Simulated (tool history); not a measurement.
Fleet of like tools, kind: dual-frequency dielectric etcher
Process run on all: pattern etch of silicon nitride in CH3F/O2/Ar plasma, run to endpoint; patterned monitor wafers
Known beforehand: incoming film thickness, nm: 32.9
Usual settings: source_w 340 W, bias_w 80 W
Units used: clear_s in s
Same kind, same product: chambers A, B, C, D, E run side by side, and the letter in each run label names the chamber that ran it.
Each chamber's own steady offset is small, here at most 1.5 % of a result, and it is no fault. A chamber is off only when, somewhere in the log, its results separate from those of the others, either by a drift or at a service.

run   hour  source_w  bias_w  hours since the last wet clean  hours since the last source power generator calibration  hours since the last bias power generator calibration  clear_s
 1C    7.8       340      80                           331.1                                                    691.5                                                 1334.6   49.472
 2A   19.9       340      80                           182.4                                                   1795.1                                                 1177.5   48.528
 3E   32.1       340      80                           425.5                                                   1033.5                                                 2852.8   49.368
 4B   44.6       340      80                             249                                                   2601.8                                                 2282.5   48.194
 5D   51.9       340      80                           179.6                                                   2113.1                                                 1053.5   48.499
 6A   59.1       340      80                           221.6                                                   1834.3                                                 1216.7   48.648
      74.5  -- chamber B: source power generator calibrated
 7B   74.5       340      80                           278.9                                                      0.1                                                 2312.4   48.969
      82.2  -- chamber E: wet clean of the chamber
 8E   85.5       340      80                             3.4                                                   1086.9                                                 2906.2   48.708
 9C   97.6       340      80                           420.9                                                    781.3                                                 1424.4   49.274
10D  109.8       400      91                           237.5                                                     2171                                                 1111.4   43.338
     115.6  -- chamber C: bias power generator calibrated
11E  124.8       400      91                            42.7                                                   1126.2                                                 2945.5   43.615
12D  140.4       400      91                           268.1                                                   2201.6                                                   1142    43.27
     149.5  -- chamber E: bias power generator calibrated
13C  153.3       400      91                           476.6                                                      837                                                   37.7   44.379
14A  166.6       400      91                           329.1                                                   1941.8                                                 1324.2   43.472
15B  179.9       400      80                           384.3                                                    105.5                                                 2417.8   45.562
16A  188.7       400      80                           351.2                                                   1963.9                                                 1346.3   45.833
17E  202.4       400      80                           120.3                                                   1203.8                                                     53   45.581
18C  213.9       400      80                           537.2                                                    897.6                                                   98.3   46.652
19D  223.7       400      80                           351.4                                                   2284.9                                                 1225.3   45.482
     224.1  -- chamber B: wet clean of the chamber
20B  234.2       340      80                            10.2                                                    159.8                                                 2472.1   48.688
21E  242.4       340      99                           160.3                                                   1243.8                                                     93    45.34
22A  255.1       340      99                           417.6                                                   2030.3                                                 1412.7   45.013
     267.6  -- chamber D: wet clean of the chamber
23B  270.7       340      99                            46.7                                                    196.3                                                 2508.6   45.124
24C  284.7       340      99                             608                                                    968.4                                                  169.1   45.654
25D  295.1       340      99                            27.5                                                   2356.3                                                 1296.7   45.157
26C  308.1       410      80                           631.4                                                    991.8                                                  192.5   46.134
27E  322.2       410      80                           240.1                                                   1323.6                                                  172.8   45.246
28A  334.8       410      80                           497.3                                                     2110                                                 1492.4   45.579
29B  341.6       410      80                           117.6                                                    267.2                                                 2579.5   45.601
30D  354.8       410      80                            87.2                                                     2416                                                 1356.4   45.194
31C  364.1       340      63                           687.4                                                   1047.8                                                  248.5   54.024
32E  377.5       340      63                           295.4                                                   1378.9                                                  228.1   52.977
33B    391       340      63                             167                                                    316.6                                                 2628.9   52.352
     395.2  -- chamber D: source power generator calibrated
34A  402.7       340      63                           565.2                                                   2177.9                                                 1560.3   53.011
35D  418.5       340      63                           150.9                                                     23.4                                                 1420.1   52.809

Decide between three cases: one chamber stands off from its peers, the gauge reading all wafers drifts, or nothing is wrong past each chamber's small offset. Where a chamber is off, say which and what most likely put it there.

No chamber is off and the gauge is stable; the differences are just each chamber's small, constant offset.

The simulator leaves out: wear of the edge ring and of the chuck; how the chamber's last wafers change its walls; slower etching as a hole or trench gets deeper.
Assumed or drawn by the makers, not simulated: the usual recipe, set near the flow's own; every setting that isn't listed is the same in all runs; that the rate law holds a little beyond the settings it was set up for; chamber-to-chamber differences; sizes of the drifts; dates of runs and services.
